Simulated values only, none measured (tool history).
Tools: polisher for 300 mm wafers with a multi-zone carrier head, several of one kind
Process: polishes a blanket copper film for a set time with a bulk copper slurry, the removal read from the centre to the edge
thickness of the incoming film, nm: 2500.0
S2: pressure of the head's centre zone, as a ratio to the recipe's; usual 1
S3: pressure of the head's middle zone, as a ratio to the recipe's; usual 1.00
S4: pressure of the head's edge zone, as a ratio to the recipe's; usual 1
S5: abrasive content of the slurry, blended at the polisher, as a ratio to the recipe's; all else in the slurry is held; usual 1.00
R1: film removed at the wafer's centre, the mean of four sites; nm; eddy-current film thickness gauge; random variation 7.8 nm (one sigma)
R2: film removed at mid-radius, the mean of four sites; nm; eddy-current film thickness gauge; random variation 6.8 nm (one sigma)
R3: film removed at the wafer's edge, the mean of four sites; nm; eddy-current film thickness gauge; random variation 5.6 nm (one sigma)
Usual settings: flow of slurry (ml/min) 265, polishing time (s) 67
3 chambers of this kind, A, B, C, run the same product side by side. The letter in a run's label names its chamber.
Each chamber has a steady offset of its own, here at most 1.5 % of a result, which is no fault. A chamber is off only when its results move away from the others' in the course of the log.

{"hour": 5.0, "done": "chamber C: centre zone pressure recalibrated"}
{"hour": 8.8, "done": "chamber B: worn pad replaced by a new one"}
{"run": "1C", "hour": 8.9, "flow of slurry (ml/min)": 265, "S2": 1, "S3": 1.0, "S4": 1, "S5": 1.0, "polishing time (s)": 67, "R1": 641.06, "R2": 628.93, "R3": 648.23}
{"run": "2A", "hour": 13.8, "flow of slurry (ml/min)": 265, "S2": 1, "S3": 1.0, "S4": 1, "S5": 1.0, "polishing time (s)": 67, "R1": 658.38, "R2": 660.58, "R3": 662.63}
{"run": "3B", "hour": 20.9, "flow of slurry (ml/min)": 265, "S2": 1, "S3": 1.0, "S4": 1, "S5": 1.0, "polishing time (s)": 67, "R1": 639.19, "R2": 658.22, "R3": 649.86}
{"run": "4B", "hour": 30.7, "flow of slurry (ml/min)": 265, "S2": 1, "S3": 1.0, "S4": 1, "S5": 1.0, "polishing time (s)": 67, "R1": 644.0, "R2": 663.46, "R3": 651.58}
{"run": "5C", "hour": 36.5, "flow of slurry (ml/min)": 265, "S2": 1, "S3": 1.0, "S4": 1, "S5": 1.0, "polishing time (s)": 67, "R1": 650.95, "R2": 652.07, "R3": 652.14}
{"hour": 42.5, "done": "chamber C: slurry nozzle cleaned"}
{"run": "6A", "hour": 46.6, "flow of slurry (ml/min)": 265, "S2": 1, "S3": 1.0, "S4": 1, "S5": 1.0, "polishing time (s)": 67, "R1": 657.71, "R2": 654.96, "R3": 647.35}
{"run": "7B", "hour": 52.9, "flow of slurry (ml/min)": 265, "S2": 1, "S3": 1.0, "S4": 1, "S5": 1.0, "polishing time (s)": 67, "R1": 661.98, "R2": 666.56, "R3": 649.64}
{"run": "8A", "hour": 62.8, "flow of slurry (ml/min)": 265, "S2": 1, "S3": 1.0, "S4": 1, "S5": 1.0, "polishing time (s)": 67, "R1": 653.6, "R2": 661.07, "R3": 649.1}
{"run": "9C", "hour": 72.7, "flow of slurry (ml/min)": 265, "S2": 1, "S3": 1.0, "S4": 1, "S5": 1.0, "polishing time (s)": 67, "R1": 642.35, "R2": 636.63, "R3": 648.29}
{"run": "10A", "hour": 83.3, "flow of slurry (ml/min)": 325, "S2": 1, "S3": 1.0, "S4": 1, "S5": 1.15, "polishing time (s)": 67, "R1": 687.34, "R2": 694.36, "R3": 685.28}
{"run": "11C", "hour": 92.9, "flow of slurry (ml/min)": 325, "S2": 1, "S3": 1.0, "S4": 1, "S5": 1.15, "polishing time (s)": 67, "R1": 676.99, "R2": 671.05, "R3": 680.71}
{"run": "12B", "hour": 102.5, "flow of slurry (ml/min)": 325, "S2": 1, "S3": 1.0, "S4": 1, "S5": 1.15, "polishing time (s)": 67, "R1": 669.75, "R2": 677.87, "R3": 682.57}
{"hour": 105.9, "done": "chamber C: worn pad replaced by a new one"}
{"run": "13B", "hour": 107.5, "flow of slurry (ml/min)": 265, "S2": 1, "S3": 1.0, "S4": 1, "S5": 1.0, "polishing time (s)": 67, "R1": 647.14, "R2": 652.33, "R3": 661.98}
{"run": "14C", "hour": 113.1, "flow of slurry (ml/min)": 265, "S2": 1, "S3": 1.0, "S4": 1, "S5": 1.0, "polishing time (s)": 67, "R1": 647.65, "R2": 652.62, "R3": 653.9}
{"hour": 117.4, "done": "chamber B: worn pad replaced by a new one"}
{"run": "15A", "hour": 122.8, "flow of slurry (ml/min)": 265, "S2": 1, "S3": 1.0, "S4": 1, "S5": 1.0, "polishing time (s)": 67, "R1": 654.03, "R2": 643.62, "R3": 641.45}
{"hour": 123.5, "done": "chamber B: slurry nozzle cleaned"}
{"run": "16C", "hour": 130.6, "flow of slurry (ml/min)": 265, "S2": 1, "S3": 1.0, "S4": 1, "S5": 1.0, "polishing time (s)": 67, "R1": 663.71, "R2": 647.02, "R3": 655.03}
{"run": "17A", "hour": 139.8, "flow of slurry (ml/min)": 265, "S2": 1, "S3": 1.0, "S4": 1, "S5": 1.0, "polishing time (s)": 67, "R1": 639.92, "R2": 645.6, "R3": 634.97}
{"run": "18B", "hour": 149.4, "flow of slurry (ml/min)": 265, "S2": 1, "S3": 1.0, "S4": 1, "S5": 1.0, "polishing time (s)": 67, "R1": 658.65, "R2": 657.6, "R3": 648.97}
{"run": "19A", "hour": 158.1, "flow of slurry (ml/min)": 265, "S2": 1, "S3": 1.0, "S4": 1, "S5": 1.0, "polishing time (s)": 67, "R1": 656.09, "R2": 636.72, "R3": 634.92}
{"run": "20C", "hour": 165.5, "flow of slurry (ml/min)": 265, "S2": 1, "S3": 1.0, "S4": 1, "S5": 1.0, "polishing time (s)": 67, "R1": 647.12, "R2": 639.45, "R3": 650.6}
{"run": "21B", "hour": 174.6, "flow of slurry (ml/min)": 265, "S2": 1, "S3": 1.0, "S4": 1, "S5": 1.0, "polishing time (s)": 67, "R1": 651.75, "R2": 654.87, "R3": 651.15}
{"run": "22B", "hour": 184.5, "flow of slurry (ml/min)": 265, "S2": 1, "S3": 1.0, "S4": 1, "S5": 1.0, "polishing time (s)": 67, "R1": 660.46, "R2": 650.87, "R3": 655.47}
{"hour": 190.5, "done": "chamber A: edge zone pressure recalibrated"}
{"run": "23C", "hour": 192.3, "flow of slurry (ml/min)": 265, "S2": 1, "S3": 1.0, "S4": 1, "S5": 1.0, "polishing time (s)": 67, "R1": 649.29, "R2": 645.85, "R3": 640.87}
{"run": "24A", "hour": 198.8, "flow of slurry (ml/min)": 265, "S2": 1, "S3": 1.0, "S4": 1, "S5": 1.0, "polishing time (s)": 67, "R1": 627.71, "R2": 624.38, "R3": 626.14}
{"hour": 200.0, "done": "chamber C: worn pad replaced by a new one"}
{"run": "25A", "hour": 205.2, "flow of slurry (ml/min)": 265, "S2": 1, "S3": 1.0, "S4": 1, "S5": 1.0, "polishing time (s)": 67, "R1": 619.01, "R2": 615.98, "R3": 623.17}
{"hour": 208.1, "done": "chamber B: worn pad replaced by a new one"}
{"run": "26B", "hour": 214.4, "flow of slurry (ml/min)": 265, "S2": 1, "S3": 1.0, "S4": 1, "S5": 1.0, "polishing time (s)": 67, "R1": 645.97, "R2": 659.22, "R3": 656.46}
{"run": "27C", "hour": 223.1, "flow of slurry (ml/min)": 265, "S2": 1, "S3": 1.0, "S4": 1, "S5": 1.0, "polishing time (s)": 67, "R1": 645.11, "R2": 651.21, "R3": 651.12}
{"run": "28A", "hour": 232.6, "flow of slurry (ml/min)": 320, "S2": 1, "S3": 1.0, "S4": 1, "S5": 1.15, "polishing time (s)": 67, "R1": 660.61, "R2": 651.04, "R3": 648.77}
{"run": "29B", "hour": 239.0, "flow of slurry (ml/min)": 320, "S2": 1, "S3": 1.0, "S4": 1, "S5": 1.15, "polishing time (s)": 67, "R1": 681.14, "R2": 686.84, "R3": 681.2}
{"run": "30C", "hour": 249.3, "flow of slurry (ml/min)": 320, "S2": 1, "S3": 1.0, "S4": 1, "S5": 1.15, "polishing time (s)": 67, "R1": 675.33, "R2": 682.87, "R3": 681.63}
{"run": "31B", "hour": 254.5, "flow of slurry (ml/min)": 330, "S2": 1, "S3": 1.0, "S4": 1, "S5": 1.0, "polishing time (s)": 84, "R1": 823.22, "R2": 841.4, "R3": 825.29}
{"run": "32C", "hour": 262.4, "flow of slurry (ml/min)": 330, "S2": 1, "S3": 1.0, "S4": 1, "S5": 1.0, "polishing time (s)": 84, "R1": 836.98, "R2": 810.92, "R3": 829.06}
{"run": "33A", "hour": 268.9, "flow of slurry (ml/min)": 330, "S2": 1, "S3": 1.0, "S4": 1, "S5": 1.0, "polishing time (s)": 84, "R1": 778.16, "R2": 801.59, "R3": 772.29}
{"run": "34C", "hour": 276.5, "flow of slurry (ml/min)": 265, "S2": 1, "S3": 1.0, "S4": 1, "S5": 1.0, "polishing time (s)": 67, "R1": 650.91, "R2": 641.19, "R3": 650.0}
{"hour": 284.6, "done": "chamber C: slurry nozzle cleaned"}
{"run": "35B", "hour": 285.8, "flow of slurry (ml/min)": 265, "S2": 1, "S3": 1.0, "S4": 1, "S5": 1.0, "polishing time (s)": 67, "R1": 638.12, "R2": 662.11, "R3": 646.76}
{"hour": 293.1, "done": "chamber C: worn pad replaced by a new one"}
{"run": "36A", "hour": 295.0, "flow of slurry (ml/min)": 265, "S2": 1, "S3": 1.0, "S4": 1, "S5": 1.0, "polishing time (s)": 67, "R1": 603.09, "R2": 615.81, "R3": 611.87}
{"run": "37C", "hour": 299.7, "flow of slurry (ml/min)": 265, "S2": 1, "S3": 1.0, "S4": 1, "S5": 1.0, "polishing time (s)": 67, "R1": 646.05, "R2": 639.27, "R3": 650.14}
{"run": "38A", "hour": 304.3, "flow of slurry (ml/min)": 265, "S2": 1, "S3": 1.0, "S4": 1, "S5": 1.0, "polishing time (s)": 67, "R1": 610.49, "R2": 604.73, "R3": 615.48}
{"run": "39B", "hour": 308.8, "flow of slurry (ml/min)": 265, "S2": 1, "S3": 1.0, "S4": 1, "S5": 1.0, "polishing time (s)": 67, "R1": 640.27, "R2": 657.55, "R3": 657.38}
{"run": "40A", "hour": 316.9, "flow of slurry (ml/min)": 210, "S2": 1, "S3": 1.05, "S4": 1, "S5": 1.0, "polishing time (s)": 67, "R1": 579.15, "R2": 624.33, "R3": 595.34}
{"hour": 318.2, "done": "chamber B: worn pad replaced by a new one"}
{"run": "41C", "hour": 325.2, "flow of slurry (ml/min)": 210, "S2": 1, "S3": 1.05, "S4": 1, "S5": 1.0, "polishing time (s)": 67, "R1": 631.61, "R2": 657.91, "R3": 638.14}
{"run": "42B", "hour": 331.2, "flow of slurry (ml/min)": 210, "S2": 1, "S3": 1.05, "S4": 1, "S5": 1.0, "polishing time (s)": 67, "R1": 635.55, "R2": 674.06, "R3": 635.69}
{"run": "43C", "hour": 337.4, "flow of slurry (ml/min)": 265, "S2": 1, "S3": 1.0, "S4": 1, "S5": 1.0, "polishing time (s)": 67, "R1": 635.95, "R2": 646.1, "R3": 647.99}

What goes on in this fleet: one chamber off, a drifting gauge, or nothing beyond the chambers' own small offsets? Name the chamber and the cause, if any.

Chamber A drifts away from the others.
Cause: removal rate lost through wear of the pad, % = 8.87.

Here are 4 candidates for chamber A's next run, each the usual settings with a change, their results left as question marks. Which one brings its results back in line with what the others give on the usual settings?
In line means no further than this from the other chambers' mean on the usual settings: R1 27.00 nm; R2 24.00 nm; R3 20.00 nm
{"run": "44A-1", "hour": 345.0, "flow of slurry (ml/min)": 265, "S2": 1.0, "S3": 1.0, "S4": 1.0, "S5": 1.0, "polishing time (s)": 69, "R1": "?", "R2": "?", "R3": "?"}
{"run": "44A-2", "hour": 345.0, "flow of slurry (ml/min)": 265, "S2": 1.0, "S3": 1.0, "S4": 1.0, "S5": 1.0, "polishing time (s)": 65, "R1": "?", "R2": "?", "R3": "?"}
{"run": "44A-3", "hour": 345.0, "flow of slurry (ml/min)": 265, "S2": 1.01, "S3": 1.0, "S4": 0.99, "S5": 1.0, "polishing time (s)": 61, "R1": "?", "R2": "?", "R3": "?"}
{"run": "44A-4", "hour": 345.0, "flow of slurry (ml/min)": 265, "S2": 0.99, "S3": 1.0, "S4": 1.01, "S5": 1.0, "polishing time (s)": 73, "R1": "?", "R2": "?", "R3": "?"}

The other chambers' mean on the usual settings: R1 649.18 nm; R2 650.68 nm; R3 650.91 nm
run=44A-1 R1=621.72 R2=615.44 R3=608.08
run=44A-2 R1=585.68 R2=579.76 R3=572.83
run=44A-3 R1=555.64 R2=544.06 R3=534.79
run=44A-4 R1=650.59 R2=651.15 R3=646.65
44A-4 brings the chamber back in line.
